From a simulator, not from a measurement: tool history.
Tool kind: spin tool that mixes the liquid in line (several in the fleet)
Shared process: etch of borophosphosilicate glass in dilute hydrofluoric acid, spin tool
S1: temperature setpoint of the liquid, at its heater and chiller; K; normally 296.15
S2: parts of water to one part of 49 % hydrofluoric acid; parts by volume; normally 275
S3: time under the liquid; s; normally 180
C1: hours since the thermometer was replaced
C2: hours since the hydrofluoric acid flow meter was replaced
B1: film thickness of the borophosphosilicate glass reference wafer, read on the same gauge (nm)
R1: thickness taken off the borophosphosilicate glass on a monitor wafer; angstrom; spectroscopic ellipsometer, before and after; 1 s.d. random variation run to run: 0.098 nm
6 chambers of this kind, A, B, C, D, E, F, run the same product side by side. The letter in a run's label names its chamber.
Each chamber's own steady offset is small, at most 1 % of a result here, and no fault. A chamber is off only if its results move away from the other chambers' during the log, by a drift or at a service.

run 1D hour=5.8 | S1=296.15 S2=275 S3=180 | C1=825.4 C2=119.4 | B1=150.00 | R1=139.64
run 2C hour=10.1 | S1=296.15 S2=275 S3=180 | C1=1393.8 C2=934.2 | B1=149.98 | R1=137.68
run 3B hour=16.4 | S1=296.15 S2=275 S3=180 | C1=1044.3 C2=178.6 | B1=150.00 | R1=138.99
run 4E hour=21.3 | S1=296.15 S2=275 S3=180 | C1=85.0 C2=725.1 | B1=149.99 | R1=136.95
run 5F hour=25.9 | S1=296.15 S2=275 S3=180 | C1=1249.3 C2=508.6 | B1=149.99 | R1=137.72
run 6A hour=34.3 | S1=296.15 S2=275 S3=180 | C1=807.8 C2=846.6 | B1=150.01 | R1=138.68
run 7B hour=40.7 | S1=293.65 S2=195 S3=180 | C1=1068.6 C2=202.9 | B1=150.01 | R1=191.74
run 8C hour=46.6 | S1=293.65 S2=195 S3=180 | C1=1430.3 C2=970.7 | B1=150.00 | R1=192.43
run 9E hour=54.4 | S1=293.65 S2=195 S3=180 | C1=118.1 C2=758.2 | B1=150.03 | R1=191.02
run 10D hour=58.9 | S1=293.65 S2=195 S3=180 | C1=878.5 C2=172.5 | B1=149.98 | R1=193.79
run 11F hour=64.9 | S1=293.65 S2=195 S3=180 | C1=1288.3 C2=547.6 | B1=150.03 | R1=195.23
run 12A hour=68.9 | S1=293.65 S2=195 S3=180 | C1=842.4 C2=881.2 | B1=149.98 | R1=192.28
run 13C hour=76.1 | S1=296.15 S2=275 S3=180 | C1=1459.8 C2=1000.2 | B1=149.99 | R1=139.27
run 14B hour=81.1 | S1=296.15 S2=275 S3=180 | C1=1109.0 C2=243.3 | B1=150.01 | R1=135.97
run 15A hour=86.4 | S1=296.15 S2=275 S3=180 | C1=859.9 C2=898.7 | B1=150.01 | R1=139.02
run 16D hour=93.3 | S1=296.15 S2=275 S3=180 | C1=912.9 C2=206.9 | B1=149.96 | R1=138.08
run 17E hour=99.6 | S1=298.65 S2=275 S3=180 | C1=163.3 C2=803.4 | B1=150.00 | R1=148.40
run 18F hour=103.9 | S1=298.65 S2=275 S3=180 | C1=1327.3 C2=586.6 | B1=150.02 | R1=151.73
run 19E hour=110.0 | S1=298.65 S2=275 S3=180 | C1=173.7 C2=813.8 | B1=149.95 | R1=150.28
run 20A hour=116.4 | S1=298.65 S2=275 S3=180 | C1=889.9 C2=928.7 | B1=150.01 | R1=151.47
run 21D hour=123.6 | S1=298.65 S2=275 S3=180 | C1=943.2 C2=237.2 | B1=149.99 | R1=151.40
run 22C hour=128.9 | S1=298.65 S2=275 S3=180 | C1=1512.6 C2=1053.0 | B1=149.99 | R1=151.04
run 23B hour=133.6 | S1=296.15 S2=275 S3=180 | C1=1161.5 C2=295.8 | B1=149.99 | R1=138.81
run 24F hour=140.3 | S1=296.15 S2=275 S3=180 | C1=1363.7 C2=623.0 | B1=149.98 | R1=139.90
run 25C hour=144.8 | S1=296.15 S2=275 S3=180 | C1=1528.5 C2=1068.9 | B1=150.00 | R1=138.24
run 26E hour=151.3 | S1=296.15 S2=275 S3=180 | C1=215.0 C2=855.1 | B1=150.03 | R1=137.93
run 27B hour=157.8 | S1=296.15 S2=275 S3=180 | C1=1185.7 C2=320.0 | B1=149.99 | R1=137.97
run 28D hour=162.4 | S1=296.15 S2=275 S3=180 | C1=982.0 C2=276.0 | B1=150.03 | R1=139.09
run 29A hour=170.2 | S1=296.15 S2=275 S3=180 | C1=943.7 C2=982.5 | B1=150.00 | R1=138.15
run 30F hour=178.0 | S1=296.15 S2=275 S3=180 | C1=1401.4 C2=660.7 | B1=149.96 | R1=137.18
run 31E hour=184.7 | S1=296.15 S2=275 S3=180 | C1=248.4 C2=888.5 | B1=149.97 | R1=136.36
run 32D hour=191.9 | S1=296.15 S2=355 S3=235 | C1=1011.5 C2=305.5 | B1=150.00 | R1=129.89
run 33C hour=199.5 | S1=296.15 S2=355 S3=235 | C1=1583.2 C2=1123.6 | B1=149.99 | R1=126.32
run 34F hour=206.8 | S1=296.15 S2=355 S3=235 | C1=1430.2 C2=689.5 | B1=150.05 | R1=129.16
run 35B hour=215.1 | S1=296.15 S2=355 S3=235 | C1=1243.0 C2=377.3 | B1=150.02 | R1=130.09
run 36A hour=221.1 | S1=296.15 S2=355 S3=235 | C1=994.6 C2=1033.4 | B1=150.01 | R1=128.33
run 37B hour=226.0 | S1=296.15 S2=355 S3=235 | C1=1253.9 C2=388.2 | B1=149.97 | R1=130.62
run 38E hour=233.7 | S1=296.15 S2=275 S3=180 | C1=297.4 C2=937.5 | B1=150.00 | R1=137.34
run 39C hour=237.6 | S1=296.15 S2=275 S3=180 | C1=1621.3 C2=1161.7 | B1=150.00 | R1=133.99
-- hour=237.8 chamber A: hydrofluoric acid flow meter replaced
run 40F hour=244.5 | S1=296.15 S2=275 S3=180 | C1=1467.9 C2=727.2 | B1=149.98 | R1=140.07
run 41D hour=251.8 | S1=296.15 S2=275 S3=180 | C1=1071.4 C2=365.4 | B1=150.06 | R1=136.95
run 42A hour=258.4 | S1=296.15 S2=275 S3=180 | C1=1031.9 C2=20.7 | B1=150.00 | R1=138.75
run 43C hour=266.2 | S1=296.15 S2=275 S3=180 | C1=1649.9 C2=1190.3 | B1=150.01 | R1=132.47

The same settings go to every chamber for the next run, one line per chamber below. Forecast the results for each:
run 44A hour=272.2 | S1=296.15 S2=275 S3=180 | R1=?
run 44B hour=272.2 | S1=296.15 S2=275 S3=180 | R1=?
run 44C hour=272.2 | S1=296.15 S2=275 S3=180 | R1=?
run 44D hour=272.2 | S1=296.15 S2=275 S3=180 | R1=?
run 44E hour=272.2 | S1=296.15 S2=275 S3=180 | R1=?
run 44F hour=272.2 | S1=296.15 S2=275 S3=180 | R1=?

run=44A R1=138.77
run=44B R1=136.92
run=44C R1=132.09
run=44D R1=136.50
run=44E R1=139.15
run=44F R1=139.33

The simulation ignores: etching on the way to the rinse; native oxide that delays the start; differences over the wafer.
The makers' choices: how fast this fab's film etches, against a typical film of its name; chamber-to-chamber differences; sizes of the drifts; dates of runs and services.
